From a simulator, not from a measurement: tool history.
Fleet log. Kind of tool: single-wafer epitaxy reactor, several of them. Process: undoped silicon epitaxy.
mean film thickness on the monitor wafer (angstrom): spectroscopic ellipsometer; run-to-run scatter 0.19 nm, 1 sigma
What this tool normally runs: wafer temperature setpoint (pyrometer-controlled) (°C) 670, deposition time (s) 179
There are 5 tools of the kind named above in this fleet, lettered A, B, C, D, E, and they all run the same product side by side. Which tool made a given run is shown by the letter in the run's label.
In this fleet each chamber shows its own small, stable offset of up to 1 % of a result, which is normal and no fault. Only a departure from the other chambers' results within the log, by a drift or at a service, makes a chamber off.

| run | hour | wafer temperature setpoint (pyrometer-controlled) (°C) | deposition time (s) | read-back reference wafer on the same gauge, thickness_nm | mean film thickness on the monitor wafer (angstrom) |
|---|---|---|---|---|---|
| 1D | 8.1 | 670 | 179 | 37.497 | 457.13 |
| 2E | 16.5 | 670 | 179 | 37.522 | 456.03 |
| 3B | 22.5 | 670 | 179 | 37.489 | 457.53 |
| 4A | 29.2 | 670 | 179 | 37.556 | 461.29 |
| 5C | 40.1 | 670 | 179 | 37.493 | 457.40 |
| 6A | 50.5 | 670 | 179 | 37.468 | 462.31 |
| 7E | 58.6 | 670 | 179 | 37.472 | 455.28 |
| 8D | 67.9 | 670 | 179 | 37.492 | 459.29 |
| 9C | 76.2 | 682 | 179 | 37.479 | 586.80 |
| 10B | 86.5 | 682 | 179 | 37.462 | 583.17 |
| 11E | 96.3 | 682 | 179 | 37.494 | 583.81 |
| 12D | 104.0 | 682 | 179 | 37.486 | 594.34 |
| 13A | 113.6 | 682 | 179 | 37.479 | 588.49 |
| 14C | 121.1 | 665 | 201 | 37.533 | 464.08 |
| 15B | 131.7 | 665 | 201 | 37.453 | 463.92 |
| 16E | 140.2 | 665 | 201 | 37.497 | 460.98 |
| 17C | 149.6 | 665 | 201 | 37.480 | 463.68 |
| 18D | 158.9 | 665 | 201 | 37.538 | 466.05 |
| 19B | 170.5 | 670 | 179 | 37.522 | 461.87 |
| 20A | 182.2 | 670 | 179 | 37.490 | 462.27 |
| 21C | 190.5 | 670 | 179 | 37.492 | 452.79 |
| 22D | 197.5 | 670 | 179 | 37.473 | 460.33 |
| 23E | 204.4 | 670 | 179 | 37.483 | 453.51 |
| 24B | 213.9 | 670 | 179 | 37.535 | 458.95 |
| 25A | 223.7 | 670 | 179 | 37.501 | 458.27 |
| 26E | 232.0 | 670 | 179 | 37.491 | 453.62 |
| 27D | 242.6 | 670 | 179 | 37.570 | 462.14 |
| 28A | 248.4 | 670 | 179 | 37.469 | 461.41 |
| 29B | 254.2 | 670 | 179 | 37.501 | 461.53 |
|  | 259.4 | chamber E: pyrometer calibrated |
| 30C | 259.7 | 670 | 179 | 37.462 | 458.27 |
| 31E | 267.8 | 661 | 179 | 37.522 | 376.52 |
| 32B | 280.1 | 661 | 179 | 37.500 | 379.48 |
| 33D | 286.5 | 661 | 179 | 37.512 | 379.25 |
| 34A | 292.7 | 661 | 179 | 37.481 | 383.07 |
| 35C | 302.5 | 661 | 179 | 37.479 | 378.37 |
| 36A | 314.9 | 679 | 198 | 37.472 | 610.13 |
| 37E | 321.3 | 679 | 198 | 37.507 | 609.09 |

Next, every chamber runs the same settings. What will each give?
| 38A | 330.3 | 655 | 179 |  | ? |
| 38B | 330.3 | 655 | 179 |  | ? |
| 38C | 330.3 | 655 | 179 |  | ? |
| 38D | 330.3 | 655 | 179 |  | ? |
| 38E | 330.3 | 655 | 179 |  | ? |

| run | mean film thickness on the monitor wafer (angstrom) |
|---|---|
| 38A | 336.99 |
| 38B | 336.29 |
| 38C | 334.93 |
| 38D | 334.75 |
| 38E | 329.05 |
